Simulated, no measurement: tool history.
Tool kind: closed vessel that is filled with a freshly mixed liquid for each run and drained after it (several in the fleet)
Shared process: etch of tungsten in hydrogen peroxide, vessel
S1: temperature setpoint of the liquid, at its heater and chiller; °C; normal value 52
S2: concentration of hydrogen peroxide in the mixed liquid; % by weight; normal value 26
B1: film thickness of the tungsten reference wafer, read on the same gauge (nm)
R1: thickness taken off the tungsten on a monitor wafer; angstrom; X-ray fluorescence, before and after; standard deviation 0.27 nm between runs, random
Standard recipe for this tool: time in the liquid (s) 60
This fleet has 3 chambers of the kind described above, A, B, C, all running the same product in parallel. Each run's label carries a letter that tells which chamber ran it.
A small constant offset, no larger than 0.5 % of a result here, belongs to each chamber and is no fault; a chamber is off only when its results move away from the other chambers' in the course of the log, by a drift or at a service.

{"run": "1C", "hour": 4.9, "S1": 52, "S2": 26, "time in the liquid (s)": 60, "B1": 89.992, "R1": 644.77}
{"hour": 5.8, "done": "chamber C: peroxide flow meter replaced"}
{"run": "2B", "hour": 9.5, "S1": 52, "S2": 26, "time in the liquid (s)": 60, "B1": 90, "R1": 644.83}
{"run": "3A", "hour": 13.1, "S1": 52, "S2": 26, "time in the liquid (s)": 60, "B1": 89.992, "R1": 655.45}
{"run": "4B", "hour": 16.0, "S1": 52, "S2": 26, "time in the liquid (s)": 60, "B1": 90.025, "R1": 648.52}
{"run": "5C", "hour": 22.2, "S1": 52, "S2": 26, "time in the liquid (s)": 60, "B1": 89.964, "R1": 649.72}
{"run": "6A", "hour": 25.5, "S1": 52, "S2": 26, "time in the liquid (s)": 60, "B1": 90.024, "R1": 654.31}
{"run": "7B", "hour": 32.1, "S1": 52, "S2": 26, "time in the liquid (s)": 60, "B1": 90.015, "R1": 650.32}
{"run": "8A", "hour": 35.6, "S1": 52, "S2": 26, "time in the liquid (s)": 60, "B1": 89.969, "R1": 650.59}
{"run": "9C", "hour": 39.2, "S1": 52, "S2": 26, "time in the liquid (s)": 60, "B1": 89.985, "R1": 649.35}
{"run": "10A", "hour": 44.3, "S1": 52, "S2": 26, "time in the liquid (s)": 60, "B1": 89.974, "R1": 655.78}
{"run": "11B", "hour": 50.7, "S1": 52, "S2": 26, "time in the liquid (s)": 60, "B1": 89.992, "R1": 652.09}
{"run": "12C", "hour": 55.2, "S1": 52, "S2": 26, "time in the liquid (s)": 80, "B1": 90.005, "R1": 864.11}
{"run": "13B", "hour": 61.1, "S1": 52, "S2": 26, "time in the liquid (s)": 80, "B1": 90.025, "R1": 872.19}
{"run": "14C", "hour": 64.3, "S1": 52, "S2": 26, "time in the liquid (s)": 80, "B1": 90.015, "R1": 869.24}
{"run": "15A", "hour": 68.8, "S1": 52, "S2": 26, "time in the liquid (s)": 60, "B1": 89.942, "R1": 654.52}
{"run": "16B", "hour": 72.9, "S1": 52, "S2": 22, "time in the liquid (s)": 60, "B1": 90.006, "R1": 606.22}
{"run": "17C", "hour": 79.5, "S1": 52, "S2": 22, "time in the liquid (s)": 60, "B1": 89.97, "R1": 597.42}
{"run": "18A", "hour": 85.4, "S1": 52, "S2": 22, "time in the liquid (s)": 60, "B1": 90.034, "R1": 605.19}
{"run": "19A", "hour": 89.2, "S1": 52, "S2": 26, "time in the liquid (s)": 60, "B1": 89.986, "R1": 656.47}
{"run": "20C", "hour": 94.3, "S1": 52, "S2": 26, "time in the liquid (s)": 60, "B1": 89.972, "R1": 647.47}
{"run": "21B", "hour": 99.4, "S1": 52, "S2": 29.5, "time in the liquid (s)": 30, "B1": 90.026, "R1": 355.24}
{"run": "22A", "hour": 103.9, "S1": 52, "S2": 29.5, "time in the liquid (s)": 30, "B1": 90.009, "R1": 349.31}
{"run": "23B", "hour": 108.7, "S1": 52, "S2": 29.5, "time in the liquid (s)": 30, "B1": 89.977, "R1": 358.43}
{"run": "24C", "hour": 114.3, "S1": 61.5, "S2": 26, "time in the liquid (s)": 60, "B1": 90.015, "R1": 1142.7}
{"run": "25A", "hour": 120.0, "S1": 61.5, "S2": 26, "time in the liquid (s)": 60, "B1": 89.989, "R1": 1146.6}
{"run": "26C", "hour": 124.1, "S1": 61.5, "S2": 26, "time in the liquid (s)": 60, "B1": 89.971, "R1": 1136.6}
{"run": "27B", "hour": 130.1, "S1": 52, "S2": 26, "time in the liquid (s)": 60, "B1": 89.961, "R1": 673.6}
{"run": "28C", "hour": 135.5, "S1": 52, "S2": 26, "time in the liquid (s)": 60, "B1": 90.023, "R1": 652.43}
{"run": "29B", "hour": 139.1, "S1": 52, "S2": 26, "time in the liquid (s)": 60, "B1": 90.057, "R1": 676.75}

Next, every chamber runs the same settings. What will each give?
{"run": "30A", "hour": 143.9, "S1": 52, "S2": 26, "time in the liquid (s)": 60, "R1": "?"}
{"run": "30B", "hour": 143.9, "S1": 52, "S2": 26, "time in the liquid (s)": 60, "R1": "?"}
{"run": "30C", "hour": 143.9, "S1": 52, "S2": 26, "time in the liquid (s)": 60, "R1": "?"}

run=30A R1=656.85
run=30B R1=678.66
run=30C R1=652.11
